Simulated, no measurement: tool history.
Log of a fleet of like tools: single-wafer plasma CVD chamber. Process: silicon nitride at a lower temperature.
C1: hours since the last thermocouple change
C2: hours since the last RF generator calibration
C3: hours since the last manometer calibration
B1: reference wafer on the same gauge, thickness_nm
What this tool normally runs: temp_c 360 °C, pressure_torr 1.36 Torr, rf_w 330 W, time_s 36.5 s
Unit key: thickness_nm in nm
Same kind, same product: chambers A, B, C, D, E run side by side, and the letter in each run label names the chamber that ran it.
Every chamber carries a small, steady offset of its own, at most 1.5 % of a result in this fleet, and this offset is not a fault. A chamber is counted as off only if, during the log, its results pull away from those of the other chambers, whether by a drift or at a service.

run 1E hour=7.2 | temp_c=360 pressure_torr=1.36 rf_w=330 time_s=36.5 | C1=734.7 C2=1112.8 C3=1876.4 | B1=40.203 | thickness_nm=43.524
run 2D hour=14.9 | temp_c=360 pressure_torr=1.36 rf_w=330 time_s=36.5 | C1=480.6 C2=357.6 C3=1238.9 | B1=40.219 | thickness_nm=43.756
run 3A hour=24.7 | temp_c=360 pressure_torr=1.36 rf_w=330 time_s=36.5 | C1=1197.9 C2=643.4 C3=905 | B1=40.213 | thickness_nm=44.172
run 4C hour=37 | temp_c=360 pressure_torr=1.36 rf_w=330 time_s=36.5 | C1=137.8 C2=1679.9 C3=414.9 | B1=40.233 | thickness_nm=43.653
run 5B hour=45.9 | temp_c=360 pressure_torr=1.36 rf_w=295 time_s=36.5 | C1=974.3 C2=460.9 C3=1969.8 | B1=40.221 | thickness_nm=40.325
run 6E hour=56.5 | temp_c=360 pressure_torr=1.36 rf_w=295 time_s=36.5 | C1=784 C2=1162.1 C3=1925.7 | B1=40.243 | thickness_nm=40.483
run 7B hour=70.2 | temp_c=360 pressure_torr=1.36 rf_w=295 time_s=36.5 | C1=998.6 C2=485.2 C3=1994.1 | B1=40.258 | thickness_nm=40.36
run 8C hour=78.9 | temp_c=360 pressure_torr=1.36 rf_w=295 time_s=36.5 | C1=179.7 C2=1721.8 C3=456.8 | B1=40.264 | thickness_nm=40.624
run 9A hour=85.6 | temp_c=360 pressure_torr=1.36 rf_w=295 time_s=36.5 | C1=1258.8 C2=704.3 C3=965.9 | B1=40.254 | thickness_nm=41.025
run 10D hour=95.7 | temp_c=360 pressure_torr=1.36 rf_w=330 time_s=36.5 | C1=561.4 C2=438.4 C3=1319.7 | B1=40.273 | thickness_nm=43.787
run 11D hour=103.3 | temp_c=360 pressure_torr=1.36 rf_w=330 time_s=36.5 | C1=569 C2=446 C3=1327.3 | B1=40.277 | thickness_nm=43.872
run 12A hour=113.2 | temp_c=360 pressure_torr=1.36 rf_w=330 time_s=36.5 | C1=1286.4 C2=731.9 C3=993.5 | B1=40.266 | thickness_nm=44.02
run 13E hour=126.4 | temp_c=360 pressure_torr=1.36 rf_w=330 time_s=36.5 | C1=853.9 C2=1232 C3=1995.6 | B1=40.297 | thickness_nm=43.644
run 14C hour=133.6 | temp_c=360 pressure_torr=1.36 rf_w=330 time_s=36.5 | C1=234.4 C2=1776.5 C3=511.5 | B1=40.29 | thickness_nm=43.926
run 15B hour=144.4 | temp_c=360 pressure_torr=1.36 rf_w=330 time_s=36.5 | C1=1072.8 C2=559.4 C3=2068.3 | B1=40.294 | thickness_nm=43.465
run 16A hour=154.2 | temp_c=360 pressure_torr=1.36 rf_w=330 time_s=36.5 | C1=1327.4 C2=772.9 C3=1034.5 | B1=40.331 | thickness_nm=44.108
-- hour=158 chamber E: capacitance manometer re-zeroed and calibrated
run 17B hour=165.4 | temp_c=360 pressure_torr=1.36 rf_w=330 time_s=36.5 | C1=1093.8 C2=580.4 C3=2089.3 | B1=40.316 | thickness_nm=43.485
run 18E hour=174.1 | temp_c=360 pressure_torr=1.36 rf_w=330 time_s=36.5 | C1=901.6 C2=1279.7 C3=16.1 | B1=40.324 | thickness_nm=43.627
run 19D hour=184.8 | temp_c=360 pressure_torr=1.36 rf_w=330 time_s=36.5 | C1=650.5 C2=527.5 C3=1408.8 | B1=40.342 | thickness_nm=43.84
-- hour=190.4 chamber A: thermocouple changed; heater temperature recalibrated
run 20C hour=195.5 | temp_c=360 pressure_torr=1.36 rf_w=330 time_s=36.5 | C1=296.3 C2=1838.4 C3=573.4 | B1=40.328 | thickness_nm=43.859
run 21E hour=207.7 | temp_c=360 pressure_torr=1.36 rf_w=330 time_s=36.5 | C1=935.2 C2=1313.3 C3=49.7 | B1=40.334 | thickness_nm=43.68
run 22B hour=217.6 | temp_c=360 pressure_torr=1.36 rf_w=330 time_s=36.5 | C1=1146 C2=632.6 C3=2141.5 | B1=40.34 | thickness_nm=43.622
run 23A hour=229.5 | temp_c=360 pressure_torr=1.36 rf_w=330 time_s=36.5 | C1=39.1 C2=848.2 C3=1109.8 | B1=40.362 | thickness_nm=44.219
run 24C hour=235.4 | temp_c=360 pressure_torr=1.36 rf_w=330 time_s=36.5 | C1=336.2 C2=1878.3 C3=613.3 | B1=40.367 | thickness_nm=43.946
run 25D hour=244.6 | temp_c=360 pressure_torr=1.36 rf_w=330 time_s=36.5 | C1=710.3 C2=587.3 C3=1468.6 | B1=40.368 | thickness_nm=43.8
run 26C hour=256.7 | temp_c=360 pressure_torr=1.36 rf_w=330 time_s=32.8 | C1=357.5 C2=1899.6 C3=634.6 | B1=40.391 | thickness_nm=39.619
run 27D hour=267.5 | temp_c=360 pressure_torr=1.36 rf_w=330 time_s=32.8 | C1=733.2 C2=610.2 C3=1491.5 | B1=40.393 | thickness_nm=39.423
run 28A hour=275.3 | temp_c=360 pressure_torr=1.36 rf_w=330 time_s=32.8 | C1=84.9 C2=894 C3=1155.6 | B1=40.391 | thickness_nm=39.85
run 29E hour=284.6 | temp_c=360 pressure_torr=1.36 rf_w=330 time_s=32.8 | C1=1012.1 C2=1390.2 C3=126.6 | B1=40.415 | thickness_nm=39.33
run 30B hour=295.3 | temp_c=360 pressure_torr=1.36 rf_w=330 time_s=32.8 | C1=1223.7 C2=710.3 C3=2219.2 | B1=40.413 | thickness_nm=39.149
run 31C hour=306.2 | temp_c=360 pressure_torr=1.36 rf_w=330 time_s=36.5 | C1=407 C2=1949.1 C3=684.1 | B1=40.426 | thickness_nm=44.005

What goes on in this fleet: one chamber off, a drifting gauge, or nothing beyond the chambers' own small offsets? Name the chamber and the cause, if any.

It is the gauge, not a chamber: its drift shows up in every chamber's results at once, and no chamber is off.
Cause: gauge reads high (%) = 0.558.
